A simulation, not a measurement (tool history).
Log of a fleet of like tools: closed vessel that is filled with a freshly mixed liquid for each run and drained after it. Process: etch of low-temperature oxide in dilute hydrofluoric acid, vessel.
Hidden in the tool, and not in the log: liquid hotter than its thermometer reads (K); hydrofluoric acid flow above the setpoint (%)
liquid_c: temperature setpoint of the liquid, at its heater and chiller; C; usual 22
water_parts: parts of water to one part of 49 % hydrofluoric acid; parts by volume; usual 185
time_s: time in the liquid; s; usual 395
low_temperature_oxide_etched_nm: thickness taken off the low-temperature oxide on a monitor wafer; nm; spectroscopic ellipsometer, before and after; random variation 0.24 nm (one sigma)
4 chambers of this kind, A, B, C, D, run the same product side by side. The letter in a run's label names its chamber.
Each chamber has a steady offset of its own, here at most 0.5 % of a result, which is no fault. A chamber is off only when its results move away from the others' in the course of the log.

run	day	liquid_c	water_parts	time_s	hours since the thermometer was replaced	hours since the hydrofluoric acid flow meter was replaced	read-back film thickness of the low-temperature oxide reference wafer, read on the same gauge (nm)	low_temperature_oxide_etched_nm
1B	0.446	22	185	395	2037	1604.5	130.01	37.048
2D	0.912	22	185	395	110	427.9	130.02	37.717
3C	1.35	22	185	395	484	149.7	129.98	37.457
4A	1.679	22	185	395	720	224.7	130	37.284
5B	2.029	22	185	395	2075	1642.5	130	37.373
6A	2.292	22	185	395	734.7	239.4	130.03	37.251
7D	2.558	22	185	395	149.5	467.4	129.99	37.787
8C	2.821	22	185	395	519.3	185	130	37.275
9A	3.083	22	185	395	753.7	258.4	130	37.205
10C	3.558	25	110	395	537	202.7	130.02	76.357
11B	3.846	25	110	395	2118.6	1686.1	129.98	76.487
12D	4.158	25	110	395	187.9	505.8	130	77.059
13D	4.517	25	110	395	196.5	514.4	130.02	77.654
14B	4.783	22	185	395	2141.1	1708.6	130.02	37.574
15A	5.1	22	185	395	802.1	306.8	130	37.614
16C	5.388	22	185	395	580.9	246.6	129.99	37.551
17D	5.829	22	185	395	228	545.9	129.98	37.534
18C	6.15	22	185	395	599.2	264.9	130.01	36.894
19B	6.442	22	185	395	2180.9	1748.4	130	37.331
20A	6.921	22	185	395	845.8	350.5	130.01	37.796
21A	7.346	22	185	395	856	360.7	130	37.349
22D	7.833	22	185	395	276.1	594	130	37.232
23C	8.121	22	185	395	646.5	312.2	130.01	37.419
24B	8.583	22	185	395	2232.3	1799.8	129.99	37.334
25B	9.071	22	185	395	2244	1811.5	130.01	37.428
# day 9.508: chamber D: hydrofluoric acid flow meter replaced
26A	9.558	22	185	395	909.1	413.8	129.99	38.678
27C	9.796	22	185	395	686.7	352.4	130	37.269
28D	10.033	22	185	395	328.9	12.6	130	37.1
29D	10.296	25	185	250	335.2	18.9	130.01	26.28
30B	10.588	25	185	250	2280.4	1847.9	129.99	26.544
31A	11.046	25	185	250	944.8	449.5	130	27.113
32C	11.279	25	185	250	722.3	388	129.97	26.536
33B	11.5	22	185	395	2302.3	1869.8	129.99	37.534
34D	11.742	22	185	395	369.9	53.6	129.98	37.5
35A	11.992	22	185	395	967.5	472.2	130	38.9
36C	12.417	22	185	395	749.6	415.3	130.03	37.877
37B	12.838	22	185	395	2334.4	1901.9	129.99	37.363
38C	13.188	22	185	395	768.1	433.8	130.01	37.644
39A	13.612	24.5	185	395	1006.4	511.1	129.99	42.892
40D	13.962	24.5	185	395	423.2	106.9	130.01	41.094
41D	14.312	24.5	185	395	431.6	115.3	130.01	40.876
42A	14.692	24.5	185	395	1032.3	537	129.99	43.384
43B	14.958	22	185	395	2385.3	1952.8	129.98	37.514

Is one chamber off against the others, does the gauge drift, or is nothing wrong? If a chamber is off, say which, and what the likeliest cause is.

Chamber A drifts away from the others.
Cause: hydrofluoric acid flow above the setpoint (%) = 4.27.
The log may not tell that from: liquid hotter than its thermometer reads (K).

Here are 4 candidates for chamber A's next run, each the usual settings with a change, their results left as question marks. Which one brings its results back in line with what the others give on the usual settings?
In line means no further than this from the other chambers' mean on the usual settings: low_temperature_oxide_etched_nm 0.83 nm
44A-1	15.308	22	170	395				?
44A-2	15.308	22	185	375				?
44A-3	15.308	21.5	185	360				?
44A-4	15.308	22	180	400				?

The other chambers' mean on the usual settings: low_temperature_oxide_etched_nm 37.494 nm
run	low_temperature_oxide_etched_nm
44A-1	43.452
44A-2	37.359
44A-3	35.182
44A-4	41.155
44A-2 brings the chamber back in line.
